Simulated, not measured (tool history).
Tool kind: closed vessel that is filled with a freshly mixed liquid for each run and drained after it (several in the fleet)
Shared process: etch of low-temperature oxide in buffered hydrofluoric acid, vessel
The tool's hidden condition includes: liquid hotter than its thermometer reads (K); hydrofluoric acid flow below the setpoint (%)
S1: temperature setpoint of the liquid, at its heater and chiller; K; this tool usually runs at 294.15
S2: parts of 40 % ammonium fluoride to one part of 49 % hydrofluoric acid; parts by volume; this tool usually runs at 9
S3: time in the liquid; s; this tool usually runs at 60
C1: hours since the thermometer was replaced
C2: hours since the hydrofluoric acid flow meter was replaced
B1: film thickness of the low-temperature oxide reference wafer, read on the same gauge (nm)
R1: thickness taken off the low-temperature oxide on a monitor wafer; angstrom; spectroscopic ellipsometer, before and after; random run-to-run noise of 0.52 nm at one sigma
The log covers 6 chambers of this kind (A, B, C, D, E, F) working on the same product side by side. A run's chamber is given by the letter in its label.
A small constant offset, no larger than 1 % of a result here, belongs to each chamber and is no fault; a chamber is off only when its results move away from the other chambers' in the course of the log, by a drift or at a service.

run,hour,S1,S2,S3,C1,C2,B1,R1
1C,10.1,294.15,9,60,606.4,449.1,60.004,1082
2B,21.7,294.15,9,60,2071.4,372.9,59.988,1073.3
3D,31.2,294.15,9,60,382.5,135.3,60,1081.4
4A,37.9,294.15,9,60,359.8,842.9,59.978,1089.9
5E,48.9,294.15,9,60,160.6,830.3,60.001,1096.2
6F,57.2,294.15,9,60,331.6,1874.3,60.005,1093.2
7A,70.6,294.15,7,60,392.5,875.6,60.002,1422.3
8D,77.3,294.15,7,60,428.6,181.4,60.009,1447.1
9C,84.6,294.15,7,60,680.9,523.6,60.001,1425.2
10E,91,294.15,7,60,202.7,872.4,59.995,1420.9
11B,96.9,294.15,7,60,2146.6,448.1,59.991,1420.5
12F,105.5,294.15,7,60,379.9,1922.6,60.01,1436
13B,118.9,294.15,9,60,2168.6,470.1,59.999,1080.6
14E,128.4,294.15,9,60,240.1,909.8,59.979,1087.6
15D,140.7,294.15,9,60,492,244.8,59.993,1094.2
16A,152.6,294.15,9,60,474.5,957.6,59.995,1079.3
# hour 153.9: chamber F: hydrofluoric acid flow meter replaced
17F,163,294.15,9,60,437.4,9.1,59.992,1089.5
18C,175.3,294.15,9,60,771.6,614.3,60.02,1085.2
19F,188.8,294.15,9,60,463.2,34.9,60.021,1089
20C,201.9,294.15,9,60,798.2,640.9,59.991,1082.9
21D,210.5,294.15,9,60,561.8,314.6,60.001,1095
22A,221.1,294.15,9,60,543,1026.1,60.007,1086
23E,231,297.65,9,60,342.7,1012.4,59.994,1310.3
24B,242.6,297.65,9,60,2292.3,593.8,59.992,1304.6
# hour 243.9: chamber D: thermometer replaced
25D,250.5,297.65,9,60,6.7,354.6,59.998,1325.5
26C,260,297.65,9,60,856.3,699,60,1317.9
27E,271.8,297.65,9,60,383.5,1053.2,59.995,1308.2
28F,279.3,297.65,9,60,553.7,125.4,59.995,1328.5
29B,292,294.15,9,60,2341.7,643.2,59.999,1081.6
30A,304.9,294.15,9,60,626.8,1109.9,59.999,1080.7
31E,316.4,294.15,9,60,428.1,1097.8,59.975,1080
32C,329.2,294.15,9,60,925.5,768.2,60.003,1083.2
33B,335.5,294.15,9,60,2385.2,686.7,60.004,1084.8
# hour 342.6: chamber A: hydrofluoric acid flow meter replaced
34A,344,294.15,9,60,665.9,1.4,59.995,1085.7
35F,353,294.15,9,60,627.4,199.1,59.999,1096
36D,362.4,294.15,9,60,118.6,466.5,60.029,1100.2
37F,370.7,294.15,9,60,645.1,216.8,60.009,1091.8
38C,379.8,294.15,9,60,976.1,818.8,59.993,1087.6

The same settings go to every chamber for the next run, one line per chamber below. Forecast the results for each:
39A,389.4,294.15,9,40,,,,?
39B,389.4,294.15,9,40,,,,?
39C,389.4,294.15,9,40,,,,?
39D,389.4,294.15,9,40,,,,?
39E,389.4,294.15,9,40,,,,?
39F,389.4,294.15,9,40,,,,?

run,R1
39A,719.32
39B,724.76
39C,722.73
39D,726.78
39E,726.69
39F,722.09
